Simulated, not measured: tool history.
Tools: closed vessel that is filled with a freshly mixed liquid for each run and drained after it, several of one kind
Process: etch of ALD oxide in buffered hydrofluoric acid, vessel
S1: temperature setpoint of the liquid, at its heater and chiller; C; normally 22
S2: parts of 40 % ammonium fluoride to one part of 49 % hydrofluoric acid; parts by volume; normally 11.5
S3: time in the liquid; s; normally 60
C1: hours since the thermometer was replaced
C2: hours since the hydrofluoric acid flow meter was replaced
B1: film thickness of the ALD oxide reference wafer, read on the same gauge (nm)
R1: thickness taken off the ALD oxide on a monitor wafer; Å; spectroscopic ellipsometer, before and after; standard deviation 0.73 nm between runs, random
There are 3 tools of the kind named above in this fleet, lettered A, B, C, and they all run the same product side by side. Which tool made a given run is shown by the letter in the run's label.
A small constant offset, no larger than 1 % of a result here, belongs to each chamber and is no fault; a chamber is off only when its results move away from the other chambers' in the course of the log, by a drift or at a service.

run	hour	S1	S2	S3	C1	C2	B1	R1
1B	7.8	22	11.5	60	313.3	130.6	30.004	817.09
2A	17.9	22	11.5	60	555.5	1561.8	29.991	817.31
3C	25.0	22	11.5	60	1108.4	1075.5	29.986	814.33
4B	32.5	22	11.5	60	338.0	155.3	29.977	821.55
# hour 33.3: chamber A: hydrofluoric acid flow meter replaced
5C	42.2	22	11.5	60	1125.6	1092.7	29.986	813.09
6A	51.4	22	11.5	60	589.0	18.1	29.984	824.35
7C	61.5	22	11.5	60	1144.9	1112.0	30.016	807.07
8B	69.5	22	11.5	60	375.0	192.3	29.991	808.73
9A	77.7	22	11.5	60	615.3	44.4	29.973	830.19
10C	87.1	22	11.5	60	1170.5	1137.6	29.991	812.32
11B	93.0	26	11.5	35	398.5	215.8	30.020	592.99
12A	102.2	26	11.5	35	639.8	68.9	29.991	596.95
13C	109.1	26	11.5	35	1192.5	1159.6	30.021	587.73
14A	114.9	22	11.5	60	652.5	81.6	29.980	814.77
15B	124.4	22	11.5	60	429.9	247.2	30.016	806.05
16B	136.0	22	11.5	60	441.5	258.8	30.015	813.57
17A	145.6	22	11.5	60	683.2	112.3	29.983	820.24
18C	151.5	22	15.5	80	1234.9	1202.0	30.009	776.04
19A	158.6	22	15.5	80	696.2	125.3	29.992	824.53
20C	166.7	22	15.5	80	1250.1	1217.2	29.991	773.88
21B	173.0	22	11.5	60	478.5	295.8	30.014	809.88
22B	182.3	22	11.5	60	487.8	305.1	30.001	817.07
23C	191.9	22	11.5	60	1275.3	1242.4	29.995	767.04
24A	200.4	22	11.5	60	738.0	167.1	30.004	821.71
25A	208.8	22	11.5	60	746.4	175.5	29.986	817.95
26B	214.8	22	11.5	60	520.3	337.6	30.001	814.45
27C	224.7	22	11.5	60	1308.1	1275.2	30.013	769.99
28B	230.6	22	11.5	60	536.1	353.4	30.002	802.59
29A	236.7	22	11.5	60	774.3	203.4	30.016	828.08
30C	242.9	22	11.5	60	1326.3	1293.4	29.978	750.71
31B	252.4	17	11.5	50	557.9	375.2	30.012	512.79

Does one chamber stand apart from the rest, does the shared gauge drift, or is all well apart from small per-chamber offsets? Give the chamber and the most likely cause, where there is one.

Little by little, chamber C moves away from the other chambers.
Likeliest cause: hydrofluoric acid flow below the setpoint (%) = 8.2.
It could be hard to tell apart here from: liquid colder than its thermometer reads (K).

Here are 4 candidates for chamber C's next run, each the usual settings with a change, their results left as question marks. Which one brings its results back in line with what the others give on the usual settings?
To be in line, a result may differ from the other chambers' mean on the usual settings by at most: R1 26.00 Å
32C-1	260.6	22.0	12.5	60				?
32C-2	260.6	25.5	11.5	60				?
32C-3	260.6	21.0	13.0	60				?
32C-4	260.6	22.0	11.5	65				?

Usual-settings mean across the other chambers: R1 816.28 Å
run	R1
32C-1	687.68
32C-2	903.13
32C-3	625.97
32C-4	808.46
It is 32C-4 that realigns the chamber with its peers.
